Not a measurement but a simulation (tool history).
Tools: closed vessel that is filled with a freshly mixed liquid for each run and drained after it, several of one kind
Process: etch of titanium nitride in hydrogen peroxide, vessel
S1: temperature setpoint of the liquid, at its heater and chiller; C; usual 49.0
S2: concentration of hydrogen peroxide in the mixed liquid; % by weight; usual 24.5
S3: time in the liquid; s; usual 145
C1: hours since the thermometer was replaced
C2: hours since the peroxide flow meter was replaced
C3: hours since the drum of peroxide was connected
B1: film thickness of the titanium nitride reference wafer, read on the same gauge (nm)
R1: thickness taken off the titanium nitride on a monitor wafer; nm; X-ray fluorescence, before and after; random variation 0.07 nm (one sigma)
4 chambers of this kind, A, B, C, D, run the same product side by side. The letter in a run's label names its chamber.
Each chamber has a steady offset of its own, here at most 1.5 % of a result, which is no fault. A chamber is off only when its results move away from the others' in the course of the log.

run   hour    S1    S2   S3     C1      C2     C3      B1       R1
       0.8  -- chamber B: peroxide flow meter replaced
 1A    6.8  49.0  24.5  145  535.6  1844.7  229.4  70.048  11.6660
 2C   10.8  49.0  24.5  145  136.9   435.7  315.1  70.012  11.6720
 3B   18.9  49.0  24.5  145  813.8    18.1  160.0  70.001  11.5180
 4D   24.7  49.0  24.5  145  494.4   704.7  333.4  70.038  11.7280
 5A   30.5  49.0  24.5  145  559.3  1868.4  253.1  70.000  11.7360
 6C   38.4  43.0  24.5  200  164.5   463.3  342.7  70.008  10.3860
      43.4  -- chamber C: new drum of peroxide connected
 7B   46.6  43.0  24.5  200  841.5    45.8  187.7  69.953  10.2260
 8D   52.5  43.0  24.5  200  522.2   732.5  361.2  70.037  10.2630
 9A   56.5  43.0  24.5  200  585.3  1894.4  279.1  69.990  10.4180
10D   63.3  49.0  24.5  145  533.0   743.3  372.0  69.981  11.6250
      64.0  -- chamber A: new drum of peroxide connected
11B   70.9  49.0  24.5  145  865.8    70.1  212.0  69.999  11.4720
12C   76.4  49.0  24.5  145  202.5   501.3   33.1  70.012  11.7340
13D   81.7  40.5  24.5  100  551.4   761.7  390.4  70.039   4.2239
14B   89.9  40.5  24.5  100  884.8    89.1  231.0  70.019   4.1626
15C   97.4  40.5  24.5  100  223.5   522.3   54.1  69.964   4.2955
16A  106.1  40.5  24.5  100  634.9  1944.0   42.2  69.960   4.2233
17D  113.8  49.0  24.5  145  583.5   793.8  422.5  70.026  11.7670
18A  118.6  49.0  24.5  145  647.4  1956.5   54.7  70.016  11.8390
19B  124.7  53.5  24.5  210  919.6   123.9  265.8  70.003  22.3830
20C  133.5  53.5  24.5  210  259.6   558.4   90.2  69.979  23.4660
21C  140.7  53.5  24.5  210  266.8   565.6   97.4  70.055  23.6000
22D  147.3  53.5  24.5  210  617.0   827.3  456.0  70.019  23.2650
23A  151.5  49.0  24.5  145  680.3  1989.4   87.6  70.000  11.6150
24B  158.8  49.0  24.5  145  953.7   158.0  299.9  69.966  11.1500
25A  164.7  49.0  24.5  145  693.5  2002.6  100.8  70.002  11.6920
26B  169.6  49.0  24.5  145  964.5   168.8  310.7  69.971  11.2080
27C  174.5  49.0  24.5  145  300.6   599.4  131.2  69.990  11.7960
28D  179.6  49.0  24.5  145  649.3   859.6  488.3  70.031  11.7570
29B  185.3  49.0  24.5  145  980.2   184.5  326.4  69.988  11.0260
30C  193.7  49.0  24.5  145  319.8   618.6  150.4  70.004  11.7490
31A  201.4  49.0  24.5  145  730.2  2039.3  137.5  70.055  11.5420

Next, every chamber runs the same settings. What will each give?
32A  207.9  45.0  24.5  145                   ?
32B  207.9  45.0  24.5  145                   ?
32C  207.9  45.0  24.5  145                   ?
32D  207.9  45.0  24.5  145                   ?

run      R1
32A  8.6477
32B  8.2320
32C  8.7250
32D  8.6104
